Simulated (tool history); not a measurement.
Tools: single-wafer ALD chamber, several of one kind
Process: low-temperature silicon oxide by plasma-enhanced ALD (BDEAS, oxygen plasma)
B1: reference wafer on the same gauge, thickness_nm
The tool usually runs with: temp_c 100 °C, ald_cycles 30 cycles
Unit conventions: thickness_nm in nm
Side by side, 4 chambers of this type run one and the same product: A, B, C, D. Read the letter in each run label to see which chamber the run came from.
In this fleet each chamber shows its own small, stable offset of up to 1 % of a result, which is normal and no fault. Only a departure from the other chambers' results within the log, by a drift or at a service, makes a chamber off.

{"run": "1A", "day": 0.242, "temp_c": 100, "ald_cycles": 30, "B1": 4.7838, "thickness_nm": 4.3113}
{"run": "2D", "day": 0.421, "temp_c": 100, "ald_cycles": 30, "B1": 4.7775, "thickness_nm": 4.319}
{"run": "3C", "day": 0.529, "temp_c": 100, "ald_cycles": 30, "B1": 4.779, "thickness_nm": 4.2052}
{"run": "4B", "day": 0.733, "temp_c": 100, "ald_cycles": 30, "B1": 4.7797, "thickness_nm": 4.313}
{"run": "5C", "day": 0.971, "temp_c": 100, "ald_cycles": 30, "B1": 4.7831, "thickness_nm": 4.2267}
{"run": "6B", "day": 1.175, "temp_c": 100, "ald_cycles": 30, "B1": 4.7785, "thickness_nm": 4.3202}
{"run": "7A", "day": 1.379, "temp_c": 100, "ald_cycles": 30, "B1": 4.7779, "thickness_nm": 4.2842}
{"run": "8D", "day": 1.571, "temp_c": 100, "ald_cycles": 34, "B1": 4.7798, "thickness_nm": 4.8571}
{"run": "9A", "day": 1.779, "temp_c": 100, "ald_cycles": 34, "B1": 4.7813, "thickness_nm": 4.879}
{"run": "10B", "day": 1.946, "temp_c": 100, "ald_cycles": 34, "B1": 4.7787, "thickness_nm": 4.8994}
{"run": "11D", "day": 2.121, "temp_c": 100, "ald_cycles": 34, "B1": 4.7821, "thickness_nm": 4.9003}
{"run": "12C", "day": 2.229, "temp_c": 108, "ald_cycles": 28, "B1": 4.7833, "thickness_nm": 3.9214}
{"run": "13C", "day": 2.467, "temp_c": 108, "ald_cycles": 28, "B1": 4.7818, "thickness_nm": 3.9095}
{"run": "14D", "day": 2.692, "temp_c": 108, "ald_cycles": 28, "B1": 4.775, "thickness_nm": 3.9856}
{"run": "15A", "day": 2.821, "temp_c": 108, "ald_cycles": 28, "B1": 4.7817, "thickness_nm": 3.9783}
{"run": "16B", "day": 3.033, "temp_c": 100, "ald_cycles": 30, "B1": 4.7762, "thickness_nm": 4.2438}
{"run": "17C", "day": 3.275, "temp_c": 100, "ald_cycles": 30, "B1": 4.781, "thickness_nm": 4.2589}
{"run": "18B", "day": 3.471, "temp_c": 94, "ald_cycles": 36, "B1": 4.7831, "thickness_nm": 5.248}
{"run": "19A", "day": 3.621, "temp_c": 94, "ald_cycles": 36, "B1": 4.7857, "thickness_nm": 5.2957}
{"run": "20D", "day": 3.729, "temp_c": 94, "ald_cycles": 36, "B1": 4.7864, "thickness_nm": 5.2805}
{"run": "21C", "day": 3.892, "temp_c": 94, "ald_cycles": 36, "B1": 4.7799, "thickness_nm": 5.2303}
{"run": "22D", "day": 4.104, "temp_c": 100, "ald_cycles": 30, "B1": 4.7827, "thickness_nm": 4.3552}
{"run": "23A", "day": 4.312, "temp_c": 100, "ald_cycles": 30, "B1": 4.7806, "thickness_nm": 4.3101}
{"run": "24B", "day": 4.492, "temp_c": 100, "ald_cycles": 30, "B1": 4.7785, "thickness_nm": 4.2974}
{"run": "25D", "day": 4.629, "temp_c": 100, "ald_cycles": 30, "B1": 4.7842, "thickness_nm": 4.3014}
{"run": "26B", "day": 4.767, "temp_c": 100, "ald_cycles": 30, "B1": 4.7871, "thickness_nm": 4.2871}

Predict what each chamber gives when all 4 of them run the settings below next.
{"run": "27A", "day": 4.938, "temp_c": 100, "ald_cycles": 27, "thickness_nm": "?"}
{"run": "27B", "day": 4.938, "temp_c": 100, "ald_cycles": 27, "thickness_nm": "?"}
{"run": "27C", "day": 4.938, "temp_c": 100, "ald_cycles": 27, "thickness_nm": "?"}
{"run": "27D", "day": 4.938, "temp_c": 100, "ald_cycles": 27, "thickness_nm": "?"}

run=27A thickness_nm=3.8875
run=27B thickness_nm=3.8779
run=27C thickness_nm=3.8284
run=27D thickness_nm=3.8899

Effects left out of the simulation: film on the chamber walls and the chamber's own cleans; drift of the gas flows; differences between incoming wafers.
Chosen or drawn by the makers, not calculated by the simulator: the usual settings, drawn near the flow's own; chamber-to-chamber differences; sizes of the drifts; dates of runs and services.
